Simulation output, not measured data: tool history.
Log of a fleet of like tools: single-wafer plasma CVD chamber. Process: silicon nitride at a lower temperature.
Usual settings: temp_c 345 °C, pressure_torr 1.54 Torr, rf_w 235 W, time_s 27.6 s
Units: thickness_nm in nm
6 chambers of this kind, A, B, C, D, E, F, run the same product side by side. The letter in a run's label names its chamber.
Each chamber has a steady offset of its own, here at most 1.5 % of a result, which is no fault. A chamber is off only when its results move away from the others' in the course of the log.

run,hour,temp_c,pressure_torr,rf_w,time_s,"read-back reference wafer on the same gauge, thickness_nm",thickness_nm
1C,5.2,345,1.54,235,27.6,25.396,27.350
2F,15.4,345,1.54,235,27.6,25.393,26.856
3E,23.6,345,1.54,235,27.6,25.406,27.074
# hour 24.1: chamber B: RF generator calibrated
# hour 29.3: chamber E: capacitance manometer re-zeroed and calibrated
4B,33.3,345,1.54,235,27.6,25.381,27.001
5D,40.6,345,1.54,235,27.6,25.386,27.017
6A,49.6,345,1.39,235,27.6,25.368,26.226
7B,55.6,345,1.39,235,27.6,25.373,26.257
8A,61.0,345,1.39,235,27.6,25.371,26.124
9F,66.6,345,1.39,235,27.6,25.354,25.997
10E,77.1,345,1.39,235,27.6,25.359,26.172
11C,86.4,345,1.39,235,27.6,25.356,26.446
12D,94.9,345,1.54,235,27.6,25.343,27.069
13B,102.9,345,1.54,235,27.6,25.351,26.978
14E,113.0,345,1.54,235,27.6,25.341,27.063
15C,121.0,345,1.54,235,27.6,25.331,27.203
16A,130.5,345,1.54,235,27.6,25.333,26.847
17F,137.0,345,1.54,235,27.6,25.328,26.818
18D,143.7,345,1.54,235,27.6,25.325,26.995
19A,153.5,345,1.54,235,27.6,25.310,26.791
20F,164.9,345,1.54,235,27.6,25.311,26.727
21D,174.8,345,1.54,235,27.6,25.299,26.947
22B,184.4,345,1.54,235,27.6,25.310,26.907
# hour 189.8: chamber E: thermocouple changed; heater temperature recalibrated
23E,190.6,345,1.54,235,27.6,25.308,26.985
24C,199.3,345,1.54,235,27.6,25.286,27.173
25D,204.6,345,1.54,235,27.6,25.294,26.921
26A,214.6,337,1.54,235,22.4,25.283,21.795
27C,221.0,337,1.54,235,22.4,25.286,22.137
# hour 228.8: chamber D: thermocouple changed; heater temperature recalibrated
28F,228.9,337,1.54,235,22.4,25.271,21.710
29B,237.5,337,1.54,235,22.4,25.264,21.929
30E,247.8,337,1.54,235,22.4,25.277,21.816
# hour 256.1: chamber B: thermocouple changed; heater temperature recalibrated
31C,256.4,337,1.54,235,22.4,25.274,22.132
32B,266.6,345,1.54,235,27.6,25.254,26.878
# hour 267.0: chamber D: RF generator calibrated
33A,276.7,345,1.54,235,27.6,25.252,26.708
34E,287.3,345,1.54,235,27.6,25.244,26.883
35D,293.9,345,1.54,235,27.6,25.229,26.869
36F,300.8,351,1.54,235,27.6,25.240,26.699
37D,312.4,351,1.54,235,27.6,25.233,26.848
38F,322.8,351,1.54,235,27.6,25.226,26.522
39E,331.7,351,1.54,235,27.6,25.236,26.811

Next, every chamber runs the same settings. What will each give?
40A,340.0,345,1.54,235,27.6,,?
40B,340.0,345,1.54,235,27.6,,?
40C,340.0,345,1.54,235,27.6,,?
40D,340.0,345,1.54,235,27.6,,?
40E,340.0,345,1.54,235,27.6,,?
40F,340.0,345,1.54,235,27.6,,?

run,thickness_nm
40A,26.662
40B,26.850
40C,27.117
40D,26.886
40E,26.876
40F,26.664
